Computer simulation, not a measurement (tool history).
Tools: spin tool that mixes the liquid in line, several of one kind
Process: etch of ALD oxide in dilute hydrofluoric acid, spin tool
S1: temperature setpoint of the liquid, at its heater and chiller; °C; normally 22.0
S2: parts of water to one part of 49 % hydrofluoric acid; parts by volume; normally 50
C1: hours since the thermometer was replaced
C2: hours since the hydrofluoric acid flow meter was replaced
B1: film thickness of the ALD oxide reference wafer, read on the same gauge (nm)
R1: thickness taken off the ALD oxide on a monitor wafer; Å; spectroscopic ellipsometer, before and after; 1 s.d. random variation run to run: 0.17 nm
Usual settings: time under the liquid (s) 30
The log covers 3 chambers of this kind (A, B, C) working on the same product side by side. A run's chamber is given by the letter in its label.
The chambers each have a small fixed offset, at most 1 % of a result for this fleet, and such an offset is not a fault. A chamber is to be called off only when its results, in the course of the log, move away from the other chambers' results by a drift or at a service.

Run 1A, day 0.288: usual settings; C1 1366.4; C2 450.6; B1 40.012. Result: R1 191.73 Å.
Run 2B, day 0.633: usual settings; C1 2104.6; C2 1590.6; B1 39.995. Result: R1 192.60 Å.
Run 3C, day 0.946: usual settings; C1 502.6; C2 2603.2; B1 40.020. Result: R1 194.23 Å.
Run 4A, day 1.304: usual settings; C1 1390.8; C2 475.0; B1 40.033. Result: R1 190.75 Å.
Run 5C, day 1.654: usual settings; C1 519.6; C2 2620.2; B1 39.990. Result: R1 195.60 Å.
Run 6B, day 2.004: usual settings; C1 2137.5; C2 1623.5; B1 39.992. Result: R1 192.05 Å.
Run 7C, day 2.296: usual settings but S2 60 parts by volume; C1 535.0; C2 2635.6; B1 40.004. Result: R1 159.62 Å.
Run 8B, day 2.700: usual settings but S2 60 parts by volume; C1 2154.2; C2 1640.2; B1 39.976. Result: R1 157.59 Å.
Run 9A, day 2.896: usual settings but S2 60 parts by volume; C1 1429.0; C2 513.2; B1 39.983. Result: R1 157.74 Å.
Run 10A, day 3.300: usual settings; C1 1438.7; C2 522.9; B1 40.013. Result: R1 193.11 Å.
Run 11C, day 3.667: usual settings; C1 567.9; C2 2668.5; B1 40.004. Result: R1 194.43 Å.
Run 12B, day 3.904: usual settings; C1 2183.1; C2 1669.1; B1 40.007. Result: R1 191.75 Å.
Run 13A, day 4.225: usual settings; C1 1460.9; C2 545.1; B1 40.004. Result: R1 188.79 Å.
Run 14B, day 4.467: usual settings; C1 2196.6; C2 1682.6; B1 40.011. Result: R1 193.37 Å.
Run 15C, day 4.733: usual settings; C1 593.5; C2 2694.1; B1 39.982. Result: R1 192.83 Å.
Run 16A, day 5.175: usual settings but S2 35 parts by volume; C1 1483.7; C2 567.9; B1 40.016. Result: R1 280.34 Å.
Run 17C, day 5.617: usual settings but S2 35 parts by volume; C1 614.7; C2 2715.3; B1 39.961. Result: R1 282.42 Å.
Run 18B, day 6.021: usual settings but S2 35 parts by volume; C1 2233.9; C2 1719.9; B1 40.003. Result: R1 290.42 Å.
Run 19C, day 6.321: usual settings; C1 631.6; C2 2732.2; B1 39.996. Result: R1 192.24 Å.
Run 20B, day 6.700: usual settings; C1 2250.2; C2 1736.2; B1 39.991. Result: R1 201.23 Å.
Run 21A, day 7.104: usual settings; C1 1530.0; C2 614.2; B1 40.000. Result: R1 189.22 Å.
Run 22A, day 7.350: usual settings; C1 1535.9; C2 620.1; B1 39.996. Result: R1 190.24 Å.
Run 23B, day 7.775: usual settings; C1 2276.0; C2 1762.0; B1 40.013. Result: R1 200.22 Å.
At day 7.779: chamber B: thermometer replaced.
At day 7.996: chamber C: hydrofluoric acid flow meter replaced.
Run 24C, day 8.017: usual settings; C1 672.3; C2 0.5; B1 39.998. Result: R1 194.27 Å.
Run 25C, day 8.271: usual settings; C1 678.4; C2 6.6; B1 39.952. Result: R1 194.32 Å.
Run 26A, day 8.654: usual settings; C1 1567.2; C2 651.4; B1 39.968. Result: R1 190.53 Å.
Run 27B, day 9.058: usual settings; C1 30.7; C2 1792.8; B1 39.986. Result: R1 201.23 Å.
Run 28A, day 9.346: usual settings; C1 1583.8; C2 668.0; B1 39.975. Result: R1 192.93 Å.
Run 29B, day 9.671: usual settings; C1 45.4; C2 1807.5; B1 40.029. Result: R1 201.25 Å.
Run 30C, day 10.025: usual settings but time under the liquid (s) 20; C1 720.5; C2 48.7; B1 40.013. Result: R1 129.32 Å.
Run 31C, day 10.392: usual settings but time under the liquid (s) 20; C1 729.3; C2 57.5; B1 40.017. Result: R1 128.80 Å.
Run 32A, day 10.825: usual settings but time under the liquid (s) 20; C1 1619.3; C2 703.5; B1 40.011. Result: R1 125.28 Å.
Run 33B, day 11.246: usual settings; C1 83.2; C2 1845.3; B1 40.020. Result: R1 205.71 Å.
At day 11.367: chamber C: thermometer replaced.
Run 34B, day 11.471: usual settings but S1 26.5 °C, S2 35 parts by volume; C1 88.6; C2 1850.7; B1 39.995. Result: R1 363.87 Å.
Run 35C, day 11.771: usual settings but S1 26.5 °C, S2 35 parts by volume; C1 9.8; C2 90.6; B1 39.969. Result: R1 340.78 Å.
Run 36A, day 12.154: usual settings but S1 26.5 °C, S2 35 parts by volume; C1 1651.2; C2 735.4; B1 39.991. Result: R1 343.75 Å.
Run 37B, day 12.517: usual settings; C1 113.7; C2 1875.8; B1 40.000. Result: R1 206.30 Å.
Run 38A, day 12.812: usual settings; C1 1667.0; C2 751.2; B1 40.007. Result: R1 193.24 Å.
Run 39C, day 13.108: usual settings; C1 41.9; C2 122.7; B1 40.017. Result: R1 191.57 Å.

Which is it: a chamber that has drifted or been left off by a service, a gauge drift common to all chambers, or only each chamber's usual small offset? If a chamber is off, name it and its likeliest cause.

Chamber B drifts away from the others.
What lies behind it: hydrofluoric acid flow above the setpoint (%) = 8.4.

Which of the 4 candidates below, each the usual settings with something changed and its results left as question marks, puts chamber B back in line with what the other chambers give on the usual settings?
Allowed miss from the other chambers' usual-settings mean, per result, to count as in line: R1 6.00 Å
Run 40B-1, day 13.425: usual settings but S1 22.5 °C, S2 45 parts by volume. Result: R1 ?.
Run 40B-2, day 13.425: usual settings but S1 24.0 °C. Result: R1 ?.
Run 40B-3, day 13.425: usual settings but S1 20.0 °C. Result: R1 ?.
Run 40B-4, day 13.425: usual settings but S1 19.0 °C. Result: R1 ?.

What the other chambers average on the usual settings: R1 193.04 Å
  run      R1
40B-1  238.32
40B-2  227.33
40B-3  191.74
40B-4  183.56
It is 40B-3 that realigns the chamber with its peers.
